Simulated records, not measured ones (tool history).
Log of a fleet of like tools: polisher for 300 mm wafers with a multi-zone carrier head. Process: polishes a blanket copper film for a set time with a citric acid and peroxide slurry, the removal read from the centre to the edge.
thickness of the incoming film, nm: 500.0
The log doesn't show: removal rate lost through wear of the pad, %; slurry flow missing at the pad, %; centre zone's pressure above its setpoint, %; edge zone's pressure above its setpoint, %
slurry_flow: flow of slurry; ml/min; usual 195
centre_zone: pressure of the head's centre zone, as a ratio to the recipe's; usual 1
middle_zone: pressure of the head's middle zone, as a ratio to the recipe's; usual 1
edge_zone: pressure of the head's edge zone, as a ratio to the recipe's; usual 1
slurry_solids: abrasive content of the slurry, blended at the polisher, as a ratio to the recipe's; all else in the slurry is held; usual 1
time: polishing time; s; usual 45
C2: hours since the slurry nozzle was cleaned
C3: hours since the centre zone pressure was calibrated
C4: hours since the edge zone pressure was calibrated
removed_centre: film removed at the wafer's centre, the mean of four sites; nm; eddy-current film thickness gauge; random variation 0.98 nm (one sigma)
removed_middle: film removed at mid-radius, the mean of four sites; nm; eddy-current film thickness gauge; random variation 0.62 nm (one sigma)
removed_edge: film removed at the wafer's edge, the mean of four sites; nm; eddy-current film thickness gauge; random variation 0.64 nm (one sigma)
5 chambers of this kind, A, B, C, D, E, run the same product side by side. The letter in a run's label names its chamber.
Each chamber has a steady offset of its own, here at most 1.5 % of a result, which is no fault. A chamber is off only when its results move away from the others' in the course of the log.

At hour 1.5: chamber D: worn pad replaced by a new one.
At hour 3.4: chamber B: worn pad replaced by a new one.
Run 1A, hour 6.9: usual settings; wafers polished on this pad 730; C2 12; C3 782.3; C4 75.7. Result: removed_centre 80.659 nm, removed_middle 81.3 nm, removed_edge 80.448 nm.
At hour 13.8: chamber C: worn pad replaced by a new one.
Run 2E, hour 15.9: usual settings; wafers polished on this pad 649; C2 93.9; C3 456.7; C4 299.2. Result: removed_centre 79.945 nm, removed_middle 80.785 nm, removed_edge 80.217 nm.
Run 3C, hour 27: usual settings; wafers polished on this pad 199; C2 108.1; C3 205.5; C4 783.9. Result: removed_centre 80.027 nm, removed_middle 77.983 nm, removed_edge 80.536 nm.
At hour 40: chamber A: worn pad replaced by a new one.
Run 4B, hour 42: usual settings; wafers polished on this pad 579; C2 42.7; C3 457.2; C4 1156.8. Result: removed_centre 79.773 nm, removed_middle 78.483 nm, removed_edge 80.115 nm.
At hour 44.7: chamber B: edge zone pressure recalibrated.
Run 5D, hour 51.1: usual settings; wafers polished on this pad 743; C2 136; C3 530.7; C4 126.4. Result: removed_centre 81.701 nm, removed_middle 81.68 nm, removed_edge 80.448 nm.
Run 6A, hour 66.5: usual settings; wafers polished on this pad 397; C2 71.6; C3 841.9; C4 135.3. Result: removed_centre 80.141 nm, removed_middle 78.662 nm, removed_edge 78.696 nm.
At hour 69.6: chamber E: worn pad replaced by a new one.
Run 7C, hour 77.2: usual settings; wafers polished on this pad 951; C2 158.3; C3 255.7; C4 834.1. Result: removed_centre 81.661 nm, removed_middle 79.545 nm, removed_edge 80.956 nm.
At hour 79.4: chamber D: worn pad replaced by a new one.
At hour 84.5: chamber B: worn pad replaced by a new one.
Run 8B, hour 85.1: usual settings; wafers polished on this pad 10; C2 85.8; C3 500.3; C4 40.5. Result: removed_centre 80.174 nm, removed_middle 80.289 nm, removed_edge 80.559 nm.
At hour 97.4: chamber C: worn pad replaced by a new one.
Run 9E, hour 99.4: usual settings; wafers polished on this pad 446; C2 177.4; C3 540.2; C4 382.7. Result: removed_centre 79.666 nm, removed_middle 80.649 nm, removed_edge 80.248 nm.
Run 10D, hour 106.9: usual settings; wafers polished on this pad 413; C2 191.8; C3 586.5; C4 182.2. Result: removed_centre 77.756 nm, removed_middle 81.731 nm, removed_edge 80.805 nm.
Run 11B, hour 116.6: usual settings; wafers polished on this pad 482; C2 117.3; C3 531.8; C4 72. Result: removed_centre 81.464 nm, removed_middle 79.741 nm, removed_edge 79.212 nm.
Run 12C, hour 127.8: usual settings; wafers polished on this pad 457; C2 208.9; C3 306.3; C4 884.7. Result: removed_centre 80.618 nm, removed_middle 79.848 nm, removed_edge 80.772 nm.
At hour 130.4: chamber C: slurry nozzle cleaned.
At hour 138.5: chamber A: worn pad replaced by a new one.
At hour 141.9: chamber E: edge zone pressure recalibrated.
Run 13E, hour 143.4: usual settings; wafers polished on this pad 1106; C2 221.4; C3 584.2; C4 1.6. Result: removed_centre 80.104 nm, removed_middle 80.211 nm, removed_edge 80.767 nm.
At hour 151: chamber B: centre zone pressure recalibrated.
Run 14D, hour 151.7: usual settings but slurry_flow 150 ml/min; wafers polished on this pad 1084; C2 236.6; C3 631.3; C4 227. Result: removed_centre 75.76 nm, removed_middle 78.304 nm, removed_edge 79.259 nm.
At hour 154.3: chamber D: worn pad replaced by a new one.
At hour 158.5: chamber E: worn pad replaced by a new one.
Run 15A, hour 162.4: usual settings but slurry_flow 150 ml/min; wafers polished on this pad 358; C2 167.5; C3 937.8; C4 231.2. Result: removed_centre 76.084 nm, removed_middle 75.137 nm, removed_edge 77.63 nm.
At hour 162.8: chamber B: worn pad replaced by a new one.
Run 16C, hour 170.7: usual settings but slurry_flow 150 ml/min; wafers polished on this pad 1100; C2 40.3; C3 349.2; C4 927.6. Result: removed_centre 77.173 nm, removed_middle 76.394 nm, removed_edge 78.599 nm.
At hour 180.1: chamber C: worn pad replaced by a new one.
At hour 180.2: chamber C: edge zone pressure recalibrated.
Run 17B, hour 180.3: usual settings but slurry_flow 150 ml/min; wafers polished on this pad 263; C2 181; C3 29.4; C4 135.7. Result: removed_centre 77.826 nm, removed_middle 76.095 nm, removed_edge 77.349 nm.
Run 18D, hour 190.4: usual settings but slurry_flow 150 ml/min; wafers polished on this pad 541; C2 275.3; C3 670; C4 265.7. Result: removed_centre 75.301 nm, removed_middle 78.154 nm, removed_edge 77.653 nm.
Run 19E, hour 200.4: usual settings but slurry_flow 220 ml/min, time 36 s; wafers polished on this pad 628; C2 278.4; C3 641.2; C4 58.6. Result: removed_centre 63.762 nm, removed_middle 65.458 nm, removed_edge 65.071 nm.
At hour 201.6: chamber B: slurry nozzle cleaned.
Run 20A, hour 209.5: usual settings but slurry_flow 220 ml/min, time 36 s; wafers polished on this pad 1064; C2 214.6; C3 984.9; C4 278.3. Result: removed_centre 64.951 nm, removed_middle 65.49 nm, removed_edge 65.018 nm.
Run 21B, hour 219.8: usual settings but slurry_flow 220 ml/min, time 36 s; wafers polished on this pad 855; C2 18.2; C3 68.9; C4 175.2. Result: removed_centre 64.172 nm, removed_middle 64.745 nm, removed_edge 64.084 nm.
At hour 221.6: chamber A: worn pad replaced by a new one.
At hour 231.8: chamber D: worn pad replaced by a new one.
Run 22E, hour 235.3: usual settings but slurry_flow 220 ml/min, time 36 s; wafers polished on this pad 1152; C2 313.3; C3 676.1; C4 93.5. Result: removed_centre 63.652 nm, removed_middle 65.633 nm, removed_edge 65.148 nm.
At hour 243.6: chamber B: worn pad replaced by a new one.
At hour 246: chamber E: worn pad replaced by a new one.
Run 23D, hour 249.6: usual settings but slurry_flow 220 ml/min, time 36 s; wafers polished on this pad 267; C2 334.5; C3 729.2; C4 324.9. Result: removed_centre 67.279 nm, removed_middle 66.257 nm, removed_edge 65.419 nm.
Run 24C, hour 256.6: usual settings; wafers polished on this pad 1147; C2 126.2; C3 435.1; C4 76.5. Result: removed_centre 81.287 nm, removed_middle 78.866 nm, removed_edge 81.496 nm.
Run 25A, hour 269.9: usual settings; wafers polished on this pad 725; C2 275; C3 1045.3; C4 338.7. Result: removed_centre 80.339 nm, removed_middle 79.468 nm, removed_edge 80.531 nm.
At hour 279.9: chamber C: worn pad replaced by a new one.
At hour 282.8: chamber D: edge zone pressure recalibrated.
Run 26D, hour 285.3: usual settings; wafers polished on this pad 802; C2 370.2; C3 764.9; C4 2.5. Result: removed_centre 80.209 nm, removed_middle 80.338 nm, removed_edge 81.737 nm.
Run 27A, hour 300.6: usual settings; wafers polished on this pad 1185; C2 305.7; C3 1076; C4 369.4. Result: removed_centre 79.849 nm, removed_middle 80.504 nm, removed_edge 80.538 nm.
Run 28C, hour 316.2: usual settings but time 55 s; wafers polished on this pad 544; C2 185.8; C3 494.7; C4 136.1. Result: removed_centre 97.844 nm, removed_middle 96.625 nm, removed_edge 96.718 nm.
At hour 319: chamber D: worn pad replaced by a new one.
At hour 319.7: chamber A: worn pad replaced by a new one.
Run 29B, hour 327.6: usual settings but time 55 s; wafers polished on this pad 1260; C2 126; C3 176.7; C4 283. Result: removed_centre 97.684 nm, removed_middle 96.65 nm, removed_edge 98.083 nm.
At hour 333.2: chamber E: worn pad replaced by a new one.
At hour 339.3: chamber B: worn pad replaced by a new one.
Run 30E, hour 341.4: usual settings but time 55 s; wafers polished on this pad 123; C2 419.4; C3 782.2; C4 199.6. Result: removed_centre 98.211 nm, removed_middle 98.03 nm, removed_edge 96.587 nm.
Run 31A, hour 350.9: usual settings but time 55 s; wafers polished on this pad 468; C2 356; C3 1126.3; C4 419.7. Result: removed_centre 99.846 nm, removed_middle 97.564 nm, removed_edge 97.052 nm.
At hour 358: chamber C: slurry nozzle cleaned.
Run 32D, hour 366: usual settings but time 55 s; wafers polished on this pad 705; C2 450.9; C3 845.6; C4 83.2. Result: removed_centre 100.1 nm, removed_middle 98.144 nm, removed_edge 97.853 nm.
At hour 374.1: chamber C: worn pad replaced by a new one.
Run 33B, hour 377.2: usual settings; wafers polished on this pad 568; C2 175.6; C3 226.3; C4 332.6. Result: removed_centre 81.166 nm, removed_middle 79.999 nm, removed_edge 80.108 nm.
Run 34C, hour 385.7: usual settings; wafers polished on this pad 174; C2 27.8; C3 564.2; C4 205.6. Result: removed_centre 80.156 nm, removed_middle 80.145 nm, removed_edge 80.612 nm.
At hour 398.9: chamber A: worn pad replaced by a new one.
Run 35E, hour 400: usual settings; wafers polished on this pad 1002; C2 478; C3 840.8; C4 258.2. Result: removed_centre 80.148 nm, removed_middle 79.025 nm, removed_edge 79.98 nm.
At hour 402.7: chamber A: centre zone pressure recalibrated.
Run 36A, hour 413.1: usual settings; wafers polished on this pad 213; C2 418.2; C3 10.5; C4 481.9. Result: removed_centre 79.133 nm, removed_middle 81.387 nm, removed_edge 81.238 nm.
At hour 414.9: chamber D: worn pad replaced by a new one.
Run 37D, hour 421.7: usual settings; wafers polished on this pad 102; C2 506.6; C3 901.3; C4 138.9. Result: removed_centre 80.731 nm, removed_middle 81.013 nm, removed_edge 81.296 nm.
At hour 430.3: chamber E: worn pad replaced by a new one.
Run 38E, hour 435.9: usual settings; wafers polished on this pad 85; C2 513.9; C3 876.7; C4 294.1. Result: removed_centre 80.278 nm, removed_middle 80.377 nm, removed_edge 79.543 nm.

What goes on in this fleet: one chamber off, a drifting gauge, or nothing beyond the chambers' own small offsets? Name the chamber and the cause, if any.

No chamber stands off beyond its own small offset, and the gauge holds steady.

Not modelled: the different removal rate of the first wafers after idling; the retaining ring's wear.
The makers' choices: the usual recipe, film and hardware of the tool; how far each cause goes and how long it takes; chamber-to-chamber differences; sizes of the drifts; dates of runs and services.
